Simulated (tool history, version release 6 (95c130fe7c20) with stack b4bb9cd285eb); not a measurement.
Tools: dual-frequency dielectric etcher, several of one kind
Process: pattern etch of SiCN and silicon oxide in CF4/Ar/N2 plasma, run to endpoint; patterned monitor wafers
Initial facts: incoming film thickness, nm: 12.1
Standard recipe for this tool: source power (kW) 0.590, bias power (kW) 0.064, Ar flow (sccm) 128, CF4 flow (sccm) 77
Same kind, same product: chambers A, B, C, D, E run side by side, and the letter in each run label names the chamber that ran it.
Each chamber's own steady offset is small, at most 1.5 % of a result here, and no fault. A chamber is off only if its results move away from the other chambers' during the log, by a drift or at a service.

run	hour	source power (kW)	bias power (kW)	Ar flow (sccm)	CF4 flow (sccm)	endpoint time (s)
1E	2.9	0.590	0.064	128	77	11.881
2A	7.0	0.590	0.064	128	77	11.674
3B	11.1	0.590	0.064	128	77	11.802
4D	14.9	0.590	0.064	128	77	11.719
5C	17.4	0.590	0.064	128	77	11.875
6A	20.5	0.590	0.064	128	77	11.644
7B	23.5	0.590	0.064	128	77	11.835
8C	26.5	0.590	0.064	128	77	11.832
9E	30.1	0.590	0.073	128	77	11.347
10D	34.1	0.590	0.073	128	77	11.176
11B	38.2	0.590	0.073	128	77	11.218
12E	41.1	0.590	0.073	128	77	11.288
13D	43.7	0.590	0.073	128	77	11.295
14C	46.6	0.590	0.064	128	77	11.945
15A	48.9	0.590	0.064	103	77	11.287
16E	51.4	0.590	0.064	103	77	11.326
17D	54.7	0.590	0.064	103	77	11.317
18A	58.4	0.590	0.064	103	77	11.299
19C	62.2	0.590	0.064	103	77	11.523
20B	64.8	0.590	0.064	128	77	11.842
# hour 66.6: chamber B: wet clean of the chamber
21C	68.6	0.590	0.064	128	77	11.884
22E	71.5	0.590	0.064	128	77	11.772
23A	73.9	0.590	0.064	128	77	11.660
24D	77.7	0.590	0.064	128	77	11.817
25B	81.0	0.590	0.064	110	77	12.056
26C	83.0	0.590	0.064	110	77	11.670
27A	85.9	0.590	0.064	110	77	11.420
# hour 86.9: chamber A: CF4 flow controller replaced
28E	88.2	0.590	0.064	110	77	11.497
29D	91.9	0.590	0.064	110	77	11.561
30B	94.2	0.660	0.064	128	77	11.040
31A	96.2	0.660	0.064	128	77	10.554
32E	100.1	0.660	0.064	128	77	10.611
33C	103.4	0.660	0.064	128	77	10.782
34D	106.2	0.660	0.064	128	77	10.724
35B	109.4	0.590	0.064	128	77	12.281
36D	112.5	0.640	0.076	128	77	10.396

All 5 chambers run these settings next. Forecast each chamber's results:
37A	115.5	0.590	0.064	102	77	?
37B	115.5	0.590	0.064	102	77	?
37C	115.5	0.590	0.064	102	77	?
37D	115.5	0.590	0.064	102	77	?
37E	115.5	0.590	0.064	102	77	?

run	endpoint time (s)
37A	11.329
37B	11.745
37C	11.508
37D	11.347
37E	11.369
